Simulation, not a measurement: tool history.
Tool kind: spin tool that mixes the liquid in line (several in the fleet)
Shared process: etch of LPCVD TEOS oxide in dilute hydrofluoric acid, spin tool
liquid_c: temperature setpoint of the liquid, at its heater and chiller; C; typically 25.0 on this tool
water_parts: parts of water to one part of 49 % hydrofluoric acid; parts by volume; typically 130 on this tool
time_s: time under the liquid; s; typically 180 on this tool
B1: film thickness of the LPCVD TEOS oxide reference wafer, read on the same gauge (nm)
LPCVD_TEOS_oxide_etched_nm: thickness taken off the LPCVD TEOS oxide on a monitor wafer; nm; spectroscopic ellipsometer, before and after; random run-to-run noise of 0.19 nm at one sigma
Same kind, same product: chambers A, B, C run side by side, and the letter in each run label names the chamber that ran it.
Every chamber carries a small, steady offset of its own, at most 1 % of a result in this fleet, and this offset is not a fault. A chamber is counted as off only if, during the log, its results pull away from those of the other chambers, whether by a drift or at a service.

Run 1A, hour 5.7: usual settings; B1 29.984. Result: LPCVD_TEOS_oxide_etched_nm 23.485 nm.
Run 2B, hour 12.2: usual settings; B1 29.986. Result: LPCVD_TEOS_oxide_etched_nm 23.063 nm.
Run 3C, hour 20.5: usual settings; B1 30.004. Result: LPCVD_TEOS_oxide_etched_nm 23.669 nm.
Run 4C, hour 28.3: usual settings; B1 29.961. Result: LPCVD_TEOS_oxide_etched_nm 23.369 nm.
Run 5A, hour 35.8: usual settings; B1 29.978. Result: LPCVD_TEOS_oxide_etched_nm 23.177 nm.
Run 6B, hour 44.1: usual settings but liquid_c 21.5 C; B1 30.018. Result: LPCVD_TEOS_oxide_etched_nm 20.335 nm.
Run 7C, hour 52.2: usual settings but liquid_c 21.5 C; B1 29.964. Result: LPCVD_TEOS_oxide_etched_nm 20.746 nm.
Run 8A, hour 58.0: usual settings but liquid_c 21.5 C; B1 30.021. Result: LPCVD_TEOS_oxide_etched_nm 20.383 nm.
Run 9B, hour 64.1: usual settings; B1 30.008. Result: LPCVD_TEOS_oxide_etched_nm 23.235 nm.
At hour 64.9: chamber C: thermometer replaced.
Run 10A, hour 71.0: usual settings; B1 30.024. Result: LPCVD_TEOS_oxide_etched_nm 23.078 nm.
Run 11C, hour 76.6: usual settings; B1 30.002. Result: LPCVD_TEOS_oxide_etched_nm 23.198 nm.
Run 12B, hour 84.2: usual settings but water_parts 90 parts by volume, time_s 265 s; B1 29.986. Result: LPCVD_TEOS_oxide_etched_nm 52.601 nm.
Run 13A, hour 90.7: usual settings but water_parts 90 parts by volume, time_s 265 s; B1 30.007. Result: LPCVD_TEOS_oxide_etched_nm 51.953 nm.
Run 14B, hour 96.6: usual settings but water_parts 90 parts by volume, time_s 265 s; B1 30.043. Result: LPCVD_TEOS_oxide_etched_nm 51.884 nm.
Run 15C, hour 105.0: usual settings; B1 30.011. Result: LPCVD_TEOS_oxide_etched_nm 23.884 nm.
Run 16A, hour 111.0: usual settings; B1 30.004. Result: LPCVD_TEOS_oxide_etched_nm 23.252 nm.
Run 17C, hour 118.2: usual settings; B1 29.989. Result: LPCVD_TEOS_oxide_etched_nm 23.276 nm.
Run 18B, hour 123.2: usual settings; B1 29.969. Result: LPCVD_TEOS_oxide_etched_nm 22.768 nm.
Run 19B, hour 129.9: usual settings; B1 30.002. Result: LPCVD_TEOS_oxide_etched_nm 22.804 nm.
Run 20A, hour 135.6: usual settings; B1 30.000. Result: LPCVD_TEOS_oxide_etched_nm 23.147 nm.
Run 21C, hour 142.9: usual settings; B1 30.008. Result: LPCVD_TEOS_oxide_etched_nm 23.362 nm.
Run 22C, hour 149.8: usual settings; B1 30.018. Result: LPCVD_TEOS_oxide_etched_nm 23.714 nm.
Run 23B, hour 153.8: usual settings; B1 30.007. Result: LPCVD_TEOS_oxide_etched_nm 22.200 nm.
Run 24A, hour 160.5: usual settings; B1 29.982. Result: LPCVD_TEOS_oxide_etched_nm 23.338 nm.
Run 25B, hour 165.2: usual settings but liquid_c 20.0 C, water_parts 180 parts by volume; B1 30.004. Result: LPCVD_TEOS_oxide_etched_nm 12.414 nm.
Run 26A, hour 169.5: usual settings but liquid_c 20.0 C, water_parts 180 parts by volume; B1 29.985. Result: LPCVD_TEOS_oxide_etched_nm 13.090 nm.
Run 27C, hour 176.4: usual settings but liquid_c 20.0 C, water_parts 180 parts by volume; B1 30.006. Result: LPCVD_TEOS_oxide_etched_nm 13.303 nm.
Run 28B, hour 184.3: usual settings; B1 30.002. Result: LPCVD_TEOS_oxide_etched_nm 22.132 nm.
Run 29C, hour 188.4: usual settings but liquid_c 29.5 C, water_parts 190 parts by volume; B1 29.978. Result: LPCVD_TEOS_oxide_etched_nm 17.549 nm.
Run 30A, hour 196.5: usual settings but liquid_c 29.5 C, water_parts 190 parts by volume; B1 30.011. Result: LPCVD_TEOS_oxide_etched_nm 17.211 nm.
Run 31B, hour 200.2: usual settings but liquid_c 29.5 C, water_parts 190 parts by volume; B1 30.036. Result: LPCVD_TEOS_oxide_etched_nm 16.265 nm.
Run 32A, hour 206.5: usual settings; B1 30.000. Result: LPCVD_TEOS_oxide_etched_nm 23.344 nm.
Run 33C, hour 214.6: usual settings; B1 30.002. Result: LPCVD_TEOS_oxide_etched_nm 23.487 nm.
Run 34A, hour 221.8: usual settings; B1 29.969. Result: LPCVD_TEOS_oxide_etched_nm 23.107 nm.
Run 35B, hour 225.7: usual settings; B1 29.980. Result: LPCVD_TEOS_oxide_etched_nm 20.992 nm.
Run 36C, hour 230.5: usual settings; B1 29.985. Result: LPCVD_TEOS_oxide_etched_nm 23.742 nm.

Which is it: a chamber that has drifted or been left off by a service, a gauge drift common to all chambers, or only each chamber's usual small offset? If a chamber is off, name it and its likeliest cause.

Chamber B drifts away from the others.
Most likely cause: hydrofluoric acid flow below the setpoint (%) = 7.93.
The log might look much the same if the cause were instead: liquid colder than its thermometer reads (K).

Chamber B could run next with any of the 4 candidate recipes listed below; each alters the usual settings, and their results appear as question marks. Which one brings its results back in line with what the other chambers deliver on the usual settings?
Allowed miss from the other chambers' usual-settings mean, per result, to count as in line: LPCVD_TEOS_oxide_etched_nm 0.650 nm
Run 37B-1, hour 236.6: usual settings but water_parts 120 parts by volume, time_s 195 s. Result: LPCVD_TEOS_oxide_etched_nm ?.
Run 37B-2, hour 236.6: usual settings but water_parts 135 parts by volume, time_s 170 s. Result: LPCVD_TEOS_oxide_etched_nm ?.
Run 37B-3, hour 236.6: usual settings but liquid_c 27.5 C. Result: LPCVD_TEOS_oxide_etched_nm ?.
Run 37B-4, hour 236.6: usual settings but water_parts 140 parts by volume, time_s 165 s. Result: LPCVD_TEOS_oxide_etched_nm ?.

The other chambers' mean on the usual settings: LPCVD_TEOS_oxide_etched_nm 23.364 nm
  run  LPCVD_TEOS_oxide_etched_nm
37B-1                      25.191
37B-2                      19.106
37B-3                      23.218
37B-4                      17.758
37B-3 puts the chamber back in line with the other chambers.
